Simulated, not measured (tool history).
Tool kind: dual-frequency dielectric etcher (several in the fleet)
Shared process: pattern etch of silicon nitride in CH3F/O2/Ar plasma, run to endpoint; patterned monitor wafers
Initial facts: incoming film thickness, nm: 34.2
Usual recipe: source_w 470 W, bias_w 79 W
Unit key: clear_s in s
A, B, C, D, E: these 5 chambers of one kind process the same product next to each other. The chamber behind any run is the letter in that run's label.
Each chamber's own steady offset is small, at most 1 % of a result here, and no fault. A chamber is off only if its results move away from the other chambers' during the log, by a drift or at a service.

| run | hour | source_w | bias_w | clear_s |
|---|---|---|---|---|
| 1C | 7.2 | 470 | 79 | 45.567 |
| 2E | 20.1 | 470 | 79 | 44.905 |
| 3D | 30.7 | 470 | 79 | 44.998 |
| 4B | 36.3 | 470 | 79 | 45.323 |
| 5A | 46.9 | 470 | 79 | 45.017 |
| 6E | 59.9 | 470 | 79 | 45.141 |
| 7B | 70.1 | 470 | 79 | 44.531 |
| 8A | 78.6 | 470 | 79 | 44.551 |
| 9D | 88.3 | 470 | 79 | 45.284 |
| 10C | 99.9 | 470 | 79 | 45.498 |
| 11E | 105.7 | 540 | 89 | 40.999 |
| 12C | 115.4 | 540 | 89 | 40.629 |
| 13A | 127.6 | 540 | 89 | 40.579 |
| 14B | 138.7 | 540 | 89 | 40.991 |
| 15D | 150.3 | 540 | 89 | 41.456 |
| 16B | 156.6 | 470 | 79 | 45.699 |
| 17E | 163.7 | 470 | 62 | 48.849 |
| 18D | 174.2 | 470 | 62 | 49.097 |
| 19C | 183.4 | 470 | 62 | 49.606 |
| 20A | 191.2 | 470 | 62 | 48.234 |
| 21C | 198.7 | 470 | 62 | 48.569 |
| 22A | 205.1 | 470 | 79 | 45.08 |
| 23D | 213.6 | 510 | 94 | 41.235 |
| 24B | 219.3 | 510 | 94 | 40.818 |
| 25E | 231.8 | 510 | 94 | 40.737 |
| 26C | 240 | 510 | 94 | 40.626 |
|  | 244.9 | chamber D: wet clean of the chamber |
| 27B | 247.1 | 510 | 94 | 41.171 |
|  | 249.3 | chamber B: wet clean of the chamber |
| 28A | 257.7 | 470 | 79 | 45.207 |
|  | 264.4 | chamber E: source power generator calibrated |
| 29E | 268.5 | 470 | 79 | 44.128 |
| 30D | 276 | 470 | 79 | 44.908 |
| 31A | 286.7 | 470 | 68 | 46.625 |
| 32E | 298.7 | 470 | 68 | 47.62 |
| 33B | 305.9 | 470 | 68 | 47.192 |
| 34D | 312.6 | 470 | 68 | 47.474 |
| 35C | 319 | 470 | 68 | 48.224 |
| 36D | 326.2 | 470 | 79 | 45.229 |
| 37E | 334.6 | 470 | 79 | 44.686 |
| 38A | 342.7 | 470 | 79 | 44.63 |
|  | 352.1 | chamber C: wet clean of the chamber |
| 39C | 354.6 | 470 | 79 | 44.734 |
|  | 364.3 | chamber A: bias power generator calibrated |
| 40B | 364.6 | 470 | 79 | 45.133 |
| 41C | 372.5 | 470 | 79 | 45.322 |
| 42D | 379.1 | 470 | 79 | 44.886 |
| 43A | 386.6 | 470 | 79 | 44.938 |
| 44B | 393.2 | 470 | 79 | 44.669 |

Next, all 5 chambers run the settings below, one line each with question marks for the results. What does each chamber give?
| 45A | 402.5 | 470 | 79 | ? |
| 45B | 402.5 | 470 | 79 | ? |
| 45C | 402.5 | 470 | 79 | ? |
| 45D | 402.5 | 470 | 79 | ? |
| 45E | 402.5 | 470 | 79 | ? |

| run | clear_s |
|---|---|
| 45A | 44.779 |
| 45B | 45.175 |
| 45C | 45.146 |
| 45D | 45.4 |
| 45E | 45.195 |

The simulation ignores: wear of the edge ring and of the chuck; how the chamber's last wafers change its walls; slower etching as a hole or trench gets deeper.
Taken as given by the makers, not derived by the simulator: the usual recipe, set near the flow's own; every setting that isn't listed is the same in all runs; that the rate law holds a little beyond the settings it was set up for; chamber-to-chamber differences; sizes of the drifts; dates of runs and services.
